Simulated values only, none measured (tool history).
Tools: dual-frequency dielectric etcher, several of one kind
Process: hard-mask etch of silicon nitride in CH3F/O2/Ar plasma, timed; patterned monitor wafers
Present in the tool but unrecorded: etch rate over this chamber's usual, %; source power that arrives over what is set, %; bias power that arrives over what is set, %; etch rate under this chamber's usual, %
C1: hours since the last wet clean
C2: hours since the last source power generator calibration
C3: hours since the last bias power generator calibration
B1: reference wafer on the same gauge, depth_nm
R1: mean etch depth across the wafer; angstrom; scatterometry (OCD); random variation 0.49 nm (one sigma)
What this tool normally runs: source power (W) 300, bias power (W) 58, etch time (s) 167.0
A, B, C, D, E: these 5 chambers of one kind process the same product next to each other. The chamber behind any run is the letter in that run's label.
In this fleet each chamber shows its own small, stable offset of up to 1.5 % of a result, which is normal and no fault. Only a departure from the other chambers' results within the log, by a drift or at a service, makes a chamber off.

Run 1A, hour 5.6: usual settings; C1 253.0; C2 2491.2; C3 3234.3; B1 114.11. Result: R1 968.49 angstrom.
Run 2D, hour 12.7: usual settings; C1 329.5; C2 2193.1; C3 1485.0; B1 114.07. Result: R1 975.23 angstrom.
Run 3E, hour 23.3: usual settings; C1 70.7; C2 2855.7; C3 1663.3; B1 114.16. Result: R1 970.59 angstrom.
Run 4B, hour 32.6: usual settings; C1 358.5; C2 861.2; C3 3215.5; B1 114.16. Result: R1 974.09 angstrom.
Run 5C, hour 42.7: usual settings but source power (W) 280; C1 328.4; C2 1228.6; C3 1030.3; B1 114.14. Result: R1 955.36 angstrom.
Run 6C, hour 48.8: usual settings but source power (W) 280; C1 334.5; C2 1234.7; C3 1036.4; B1 113.99. Result: R1 941.09 angstrom.
Run 7D, hour 59.7: usual settings but source power (W) 280; C1 376.5; C2 2240.1; C3 1532.0; B1 114.12. Result: R1 945.95 angstrom.
Run 8B, hour 65.3: usual settings but source power (W) 280; C1 391.2; C2 893.9; C3 3248.2; B1 114.22. Result: R1 955.89 angstrom.
At hour 68.3: chamber E: bias power generator calibrated.
Run 9E, hour 75.7: usual settings but source power (W) 280; C1 123.1; C2 2908.1; C3 7.5; B1 114.17. Result: R1 944.23 angstrom.
Run 10A, hour 84.0: usual settings but source power (W) 340, etch time (s) 195.5; C1 331.4; C2 2569.6; C3 3312.7; B1 114.14. Result: R1 1181.00 angstrom.
Run 11C, hour 91.9: usual settings but source power (W) 340, etch time (s) 195.5; C1 377.6; C2 1277.8; C3 1079.5; B1 113.95. Result: R1 1205.90 angstrom.
Run 12B, hour 100.9: usual settings but source power (W) 340, etch time (s) 195.5; C1 426.8; C2 929.5; C3 3283.8; B1 114.18. Result: R1 1211.20 angstrom.
Run 13A, hour 111.3: usual settings but source power (W) 340, etch time (s) 195.5; C1 358.7; C2 2596.9; C3 3340.0; B1 114.08. Result: R1 1183.50 angstrom.
Run 14E, hour 123.3: usual settings but source power (W) 340, etch time (s) 195.5; C1 170.7; C2 2955.7; C3 55.1; B1 114.14. Result: R1 1194.60 angstrom.
Run 15D, hour 135.4: usual settings; C1 452.2; C2 2315.8; C3 1607.7; B1 114.00. Result: R1 979.12 angstrom.
At hour 136.0: chamber B: wet clean of the chamber.
Run 16A, hour 141.6: usual settings; C1 389.0; C2 2627.2; C3 3370.3; B1 114.25. Result: R1 968.95 angstrom.
Run 17C, hour 149.5: usual settings; C1 435.2; C2 1335.4; C3 1137.1; B1 113.96. Result: R1 968.93 angstrom.
Run 18E, hour 160.1: usual settings; C1 207.5; C2 2992.5; C3 91.9; B1 114.14. Result: R1 976.26 angstrom.
Run 19D, hour 171.8: usual settings but source power (W) 370; C1 488.6; C2 2352.2; C3 1644.1; B1 114.10. Result: R1 1065.70 angstrom.
Run 20B, hour 184.2: usual settings but source power (W) 370; C1 48.3; C2 1012.8; C3 3367.1; B1 113.97. Result: R1 1065.70 angstrom.
Run 21B, hour 192.4: usual settings but source power (W) 370; C1 56.5; C2 1021.0; C3 3375.3; B1 114.13. Result: R1 1064.90 angstrom.
Run 22A, hour 198.9: usual settings but source power (W) 370; C1 446.3; C2 2684.5; C3 3427.6; B1 113.98. Result: R1 1047.00 angstrom.
Run 23D, hour 210.2: usual settings but source power (W) 370; C1 527.0; C2 2390.6; C3 1682.5; B1 114.19. Result: R1 1056.60 angstrom.
At hour 215.2: chamber A: wet clean of the chamber.
Run 24E, hour 219.9: usual settings; C1 267.3; C2 3052.3; C3 151.7; B1 114.15. Result: R1 971.01 angstrom.
Run 25C, hour 228.0: usual settings but bias power (W) 69; C1 513.7; C2 1413.9; C3 1215.6; B1 114.18. Result: R1 1027.50 angstrom.
Run 26C, hour 235.5: usual settings but bias power (W) 69; C1 521.2; C2 1421.4; C3 1223.1; B1 113.95. Result: R1 1033.90 angstrom.
Run 27B, hour 243.1: usual settings but bias power (W) 69; C1 107.2; C2 1071.7; C3 3426.0; B1 114.06. Result: R1 1043.30 angstrom.
Run 28A, hour 252.2: usual settings but bias power (W) 69; C1 37.1; C2 2737.8; C3 3480.9; B1 114.18. Result: R1 1067.40 angstrom.
Run 29D, hour 261.4: usual settings but bias power (W) 69; C1 578.2; C2 2441.8; C3 1733.7; B1 114.20. Result: R1 1033.80 angstrom.
Run 30E, hour 269.4: usual settings; C1 316.8; C2 3101.8; C3 201.2; B1 114.00. Result: R1 977.95 angstrom.
Run 31A, hour 277.4: usual settings; C1 62.3; C2 2763.0; C3 3506.1; B1 114.04. Result: R1 997.07 angstrom.
Run 32E, hour 289.2: usual settings; C1 336.6; C2 3121.6; C3 221.0; B1 114.13. Result: R1 974.63 angstrom.
Run 33B, hour 298.5: usual settings; C1 162.6; C2 1127.1; C3 3481.4; B1 114.05. Result: R1 977.16 angstrom.
Run 34C, hour 311.2: usual settings; C1 596.9; C2 1497.1; C3 1298.8; B1 114.31. Result: R1 974.99 angstrom.
At hour 322.8: chamber B: bias power generator calibrated.
Run 35D, hour 323.5: usual settings; C1 640.3; C2 2503.9; C3 1795.8; B1 114.25. Result: R1 977.20 angstrom.
Run 36A, hour 330.2: usual settings; C1 115.1; C2 2815.8; C3 3558.9; B1 114.03. Result: R1 1003.00 angstrom.
At hour 331.5: chamber D: wet clean of the chamber.
At hour 335.3: chamber C: wet clean of the chamber.
Run 37C, hour 342.3: usual settings but bias power (W) 53, etch time (s) 209.5; C1 7.1; C2 1528.2; C3 1329.9; B1 114.05. Result: R1 1176.20 angstrom.
Run 38B, hour 348.7: usual settings but bias power (W) 53, etch time (s) 209.5; C1 212.8; C2 1177.3; C3 26.0; B1 114.09. Result: R1 1185.20 angstrom.
Run 39D, hour 357.5: usual settings but bias power (W) 53, etch time (s) 209.5; C1 26.0; C2 2537.9; C3 1829.8; B1 114.06. Result: R1 1190.60 angstrom.

One chamber off, gauge drift, or nothing amiss beyond the chambers' own small offsets? If it is a chamber, which one, and what is the likeliest cause?

The work done on chamber A during a service left it standing apart from the others.
Likeliest cause: etch rate over this chamber's usual, % = 3.77.

Here are 4 candidates for chamber A's next run, each the usual settings with a change, their results left as question marks. Which one brings its results back in line with what the others give on the usual settings?
Counts as in line when no further than this from what the other chambers average on the usual settings: R1 17.00 angstrom
Run 40A-1, hour 366.6: usual settings but source power (W) 260. Result: R1 ?.
Run 40A-2, hour 366.6: usual settings but etch time (s) 171.5. Result: R1 ?.
Run 40A-3, hour 366.6: usual settings but etch time (s) 163.0. Result: R1 ?.
Run 40A-4, hour 366.6: usual settings but bias power (W) 68. Result: R1 ?.

Mean of the other chambers on the usual settings: R1 976.88 angstrom
  run       R1
40A-1   949.29
40A-2  1028.70
40A-3   977.73
40A-4  1058.50
40A-3 puts the chamber back in line with the other chambers.
